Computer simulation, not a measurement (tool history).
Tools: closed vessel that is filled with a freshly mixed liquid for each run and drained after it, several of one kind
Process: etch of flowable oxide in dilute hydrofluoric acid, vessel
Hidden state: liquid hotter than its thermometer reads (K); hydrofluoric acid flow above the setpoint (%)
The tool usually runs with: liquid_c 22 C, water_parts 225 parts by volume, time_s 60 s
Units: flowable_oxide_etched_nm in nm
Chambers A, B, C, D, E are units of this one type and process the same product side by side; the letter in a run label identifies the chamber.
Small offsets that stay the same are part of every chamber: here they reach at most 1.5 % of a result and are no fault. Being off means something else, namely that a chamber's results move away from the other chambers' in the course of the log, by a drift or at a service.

run   hour  liquid_c  water_parts  time_s  hours since the thermometer was replaced  hours since the hydrofluoric acid flow meter was replaced  read-back film thickness of the flowable oxide reference wafer, read on the same gauge (nm)  flowable_oxide_etched_nm
       0.6  -- chamber C: hydrofluoric acid flow meter replaced
       4.9  -- chamber B: thermometer replaced
 1E    7.9        22          225      60                                    1373.8                                                       87.3                                                                                       29.998                   11.8930
      10.1  -- chamber A: thermometer replaced
 2A   13.4        22          225      60                                       3.3                                                      774.7                                                                                       30.008                   11.9120
 3D   21.9        22          225      60                                     631.8                                                      407.0                                                                                       29.982                   11.8740
 4B   27.1        22          225      60                                      22.2                                                      794.6                                                                                       29.991                   11.8090
 5C   32.7        22          290      60                                     893.2                                                       32.2                                                                                       30.023                    8.7747
 6B   39.1        22          290      60                                      34.2                                                      806.6                                                                                       30.003                    8.7630
 7C   47.5        22          290      60                                     908.0                                                       47.0                                                                                       29.981                    8.6643
 8A   53.5        22          290      60                                      43.4                                                      814.8                                                                                       30.023                    8.7258
 9E   61.5        22          290      60                                    1427.4                                                      140.9                                                                                       29.994                    8.6965
10D   70.4        22          225      60                                     680.3                                                      455.5                                                                                       29.977                   12.0590
11D   78.3        22          225      60                                     688.2                                                      463.4                                                                                       30.001                   12.2590
12C   83.1        22          225      60                                     943.6                                                       82.6                                                                                       29.976                   11.9580
      87.1  -- chamber B: hydrofluoric acid flow meter replaced
13A   89.8        22          225      60                                      79.7                                                      851.1                                                                                       29.986                   11.9350
14B   94.1        22          225      60                                      89.2                                                        7.1                                                                                       30.002                   11.8750
15E  100.4        22          225      60                                    1466.3                                                      179.8                                                                                       30.023                   12.0200
16C  105.4        22          225      35                                     965.9                                                      104.9                                                                                       30.020                    7.0251
     105.7  -- chamber E: thermometer replaced
17B  112.5        22          225      35                                     107.6                                                       25.5                                                                                       29.987                    6.9140
18A  118.6        22          225      35                                     108.5                                                      879.9                                                                                       29.990                    7.0058
19E  123.6        22          225      35                                      17.9                                                      203.0                                                                                       30.013                    6.9533
20D  132.7        22          225      35                                     742.6                                                      517.8                                                                                       29.990                    7.2175
21E  139.1        22          225      60                                      33.4                                                      218.5                                                                                       29.973                   11.9080
22B  148.1        22          225      60                                     143.2                                                       61.1                                                                                       29.993                   11.8920
23D  155.7        22          225      60                                     765.6                                                      540.8                                                                                       30.008                   12.3880
24A  163.0        22          225      60                                     152.9                                                      924.3                                                                                       29.967                   11.9060
25C  168.1        22          225      60                                    1028.6                                                      167.6                                                                                       29.992                   11.9470
26E  173.1        22          225      60                                      67.4                                                      252.5                                                                                       30.007                   11.8640
27C  177.1        24          225      60                                    1037.6                                                      176.6                                                                                       29.996                   12.9090
28A  183.0        24          225      60                                     172.9                                                      944.3                                                                                       29.982                   12.7990
29B  191.9        24          225      60                                     187.0                                                      104.9                                                                                       30.005                   12.9500
30D  196.0        24          225      60                                     805.9                                                      581.1                                                                                       30.032                   13.5030
31C  202.2        24          225      60                                    1062.7                                                      201.7                                                                                       30.020                   13.0060
32D  207.8        22          225      60                                     817.7                                                      592.9                                                                                       29.976                   12.6310
33A  214.2        22          225      60                                     204.1                                                      975.5                                                                                       30.012                   11.8110
34B  219.0        22          225      60                                     214.1                                                      132.0                                                                                       30.028                   11.9730
35E  224.6        22          225      60                                     118.9                                                      304.0                                                                                       30.039                   11.9730
36D  231.3        22          225      60                                     841.2                                                      616.4                                                                                       29.994                   12.6950

Has any chamber moved away from the others, gradually or after a service, or does the common gauge drift, or do the chambers differ only by their own small steady offsets? State the chamber and the most likely cause if one applies.

It is chamber D that slowly wanders off from its peers.
Likeliest cause: liquid hotter than its thermometer reads (K) = 1.31.
With only this log, it may be confused with: hydrofluoric acid flow above the setpoint (%).

Chamber D could run next with any of the 4 candidate recipes listed below; each alters the usual settings, and their results appear as question marks. Which one brings its results back in line with what the other chambers deliver on the usual settings?
To be in line, a result may differ from the other chambers' mean on the usual settings by at most: flowable_oxide_etched_nm 0.2500 nm
37D-1  237.8      22.5          225      60                                                                                                                                                                                                                           ?
37D-2  237.8      22.0          235      60                                                                                                                                                                                                                           ?
37D-3  237.8      22.0          215      60                                                                                                                                                                                                                           ?
37D-4  237.8      21.5          225      60                                                                                                                                                                                                                           ?

On the usual settings, the other chambers give on average: flowable_oxide_etched_nm 11.9500 nm
  run  flowable_oxide_etched_nm
37D-1                   12.8780
37D-2                   11.9710
37D-3                   13.3740
37D-4                   12.4050
37D-2 puts the chamber back in line with the other chambers.
